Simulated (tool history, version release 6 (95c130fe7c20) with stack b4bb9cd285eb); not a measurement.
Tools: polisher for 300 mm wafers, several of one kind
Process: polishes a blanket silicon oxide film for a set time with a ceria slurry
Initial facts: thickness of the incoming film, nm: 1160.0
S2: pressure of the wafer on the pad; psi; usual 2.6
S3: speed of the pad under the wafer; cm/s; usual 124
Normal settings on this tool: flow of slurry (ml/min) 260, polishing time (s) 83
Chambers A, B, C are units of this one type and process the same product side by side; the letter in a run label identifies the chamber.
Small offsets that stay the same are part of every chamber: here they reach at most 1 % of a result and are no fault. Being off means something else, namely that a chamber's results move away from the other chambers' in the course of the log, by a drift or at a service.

{"run": "1A", "day": 0.462, "flow of slurry (ml/min)": 260, "S2": 2.6, "S3": 124, "polishing time (s)": 83, "film removed (nm)": 422.0}
{"run": "2C", "day": 0.817, "flow of slurry (ml/min)": 260, "S2": 2.6, "S3": 124, "polishing time (s)": 83, "film removed (nm)": 420.3}
{"day": 1.012, "done": "chamber C: worn pad replaced by a new one"}
{"run": "3B", "day": 1.1, "flow of slurry (ml/min)": 260, "S2": 2.6, "S3": 124, "polishing time (s)": 83, "film removed (nm)": 417.54}
{"day": 1.138, "done": "chamber C: slurry nozzle cleaned"}
{"run": "4B", "day": 1.558, "flow of slurry (ml/min)": 260, "S2": 2.6, "S3": 124, "polishing time (s)": 83, "film removed (nm)": 415.04}
{"day": 2.029, "done": "chamber B: slurry nozzle cleaned"}
{"run": "5C", "day": 2.05, "flow of slurry (ml/min)": 260, "S2": 2.6, "S3": 124, "polishing time (s)": 83, "film removed (nm)": 419.32}
{"run": "6A", "day": 2.371, "flow of slurry (ml/min)": 260, "S2": 2.6, "S3": 124, "polishing time (s)": 83, "film removed (nm)": 423.25}
{"run": "7C", "day": 2.679, "flow of slurry (ml/min)": 260, "S2": 2.6, "S3": 124, "polishing time (s)": 83, "film removed (nm)": 421.5}
{"run": "8B", "day": 3.038, "flow of slurry (ml/min)": 260, "S2": 2.6, "S3": 124, "polishing time (s)": 83, "film removed (nm)": 416.34}
{"run": "9A", "day": 3.471, "flow of slurry (ml/min)": 260, "S2": 2.6, "S3": 124, "polishing time (s)": 83, "film removed (nm)": 423.45}
{"day": 3.912, "done": "chamber B: worn pad replaced by a new one"}
{"run": "10C", "day": 3.954, "flow of slurry (ml/min)": 195, "S2": 2.6, "S3": 124, "polishing time (s)": 83, "film removed (nm)": 412.43}
{"run": "11A", "day": 4.225, "flow of slurry (ml/min)": 195, "S2": 2.6, "S3": 124, "polishing time (s)": 83, "film removed (nm)": 404.22}
{"day": 4.267, "done": "chamber A: slurry nozzle cleaned"}
{"run": "12B", "day": 4.458, "flow of slurry (ml/min)": 195, "S2": 2.6, "S3": 124, "polishing time (s)": 83, "film removed (nm)": 394.99}
{"run": "13A", "day": 4.804, "flow of slurry (ml/min)": 260, "S2": 2.6, "S3": 124, "polishing time (s)": 83, "film removed (nm)": 411.73}
{"run": "14B", "day": 5.317, "flow of slurry (ml/min)": 260, "S2": 2.6, "S3": 124, "polishing time (s)": 83, "film removed (nm)": 416.61}
{"run": "15C", "day": 5.679, "flow of slurry (ml/min)": 260, "S2": 2.6, "S3": 124, "polishing time (s)": 83, "film removed (nm)": 417.97}
{"run": "16A", "day": 5.95, "flow of slurry (ml/min)": 260, "S2": 2.6, "S3": 98, "polishing time (s)": 83, "film removed (nm)": 327.95}
{"run": "17B", "day": 6.375, "flow of slurry (ml/min)": 260, "S2": 2.6, "S3": 98, "polishing time (s)": 83, "film removed (nm)": 324.61}
{"run": "18C", "day": 6.608, "flow of slurry (ml/min)": 260, "S2": 2.6, "S3": 98, "polishing time (s)": 83, "film removed (nm)": 334.04}
{"run": "19B", "day": 7.083, "flow of slurry (ml/min)": 260, "S2": 2.6, "S3": 124, "polishing time (s)": 83, "film removed (nm)": 413.91}
{"run": "20C", "day": 7.496, "flow of slurry (ml/min)": 260, "S2": 2.6, "S3": 124, "polishing time (s)": 83, "film removed (nm)": 421.02}
{"run": "21A", "day": 7.983, "flow of slurry (ml/min)": 260, "S2": 2.6, "S3": 124, "polishing time (s)": 83, "film removed (nm)": 413.1}
{"day": 8.075, "done": "chamber C: worn pad replaced by a new one"}
{"day": 8.254, "done": "chamber B: worn pad replaced by a new one"}
{"run": "22C", "day": 8.275, "flow of slurry (ml/min)": 260, "S2": 2.6, "S3": 124, "polishing time (s)": 83, "film removed (nm)": 427.98}
{"run": "23A", "day": 8.675, "flow of slurry (ml/min)": 260, "S2": 2.6, "S3": 124, "polishing time (s)": 83, "film removed (nm)": 404.42}
{"run": "24B", "day": 9.096, "flow of slurry (ml/min)": 260, "S2": 2.6, "S3": 124, "polishing time (s)": 94, "film removed (nm)": 477.32}
{"run": "25C", "day": 9.362, "flow of slurry (ml/min)": 260, "S2": 2.6, "S3": 124, "polishing time (s)": 94, "film removed (nm)": 468.24}
{"run": "26A", "day": 9.771, "flow of slurry (ml/min)": 260, "S2": 2.6, "S3": 124, "polishing time (s)": 94, "film removed (nm)": 461.8}
{"run": "27B", "day": 10.038, "flow of slurry (ml/min)": 260, "S2": 2.6, "S3": 124, "polishing time (s)": 83, "film removed (nm)": 413.22}
{"run": "28A", "day": 10.35, "flow of slurry (ml/min)": 260, "S2": 2.6, "S3": 124, "polishing time (s)": 83, "film removed (nm)": 407.27}
{"run": "29B", "day": 10.733, "flow of slurry (ml/min)": 260, "S2": 2.6, "S3": 124, "polishing time (s)": 83, "film removed (nm)": 413.9}
{"run": "30C", "day": 11.146, "flow of slurry (ml/min)": 260, "S2": 2.6, "S3": 124, "polishing time (s)": 83, "film removed (nm)": 419.0}
{"run": "31C", "day": 11.604, "flow of slurry (ml/min)": 260, "S2": 2.6, "S3": 124, "polishing time (s)": 83, "film removed (nm)": 419.32}

Each of the 3 chambers runs these same settings next. Fill in every chamber's results:
{"run": "32A", "day": 11.975, "flow of slurry (ml/min)": 260, "S2": 2.6, "S3": 124, "polishing time (s)": 83, "film removed (nm)": "?"}
{"run": "32B", "day": 11.975, "flow of slurry (ml/min)": 260, "S2": 2.6, "S3": 124, "polishing time (s)": 83, "film removed (nm)": "?"}
{"run": "32C", "day": 11.975, "flow of slurry (ml/min)": 260, "S2": 2.6, "S3": 124, "polishing time (s)": 83, "film removed (nm)": "?"}

run=32A film_removed_(nm)=395.58
run=32B film_removed_(nm)=411.10
run=32C film_removed_(nm)=428.93

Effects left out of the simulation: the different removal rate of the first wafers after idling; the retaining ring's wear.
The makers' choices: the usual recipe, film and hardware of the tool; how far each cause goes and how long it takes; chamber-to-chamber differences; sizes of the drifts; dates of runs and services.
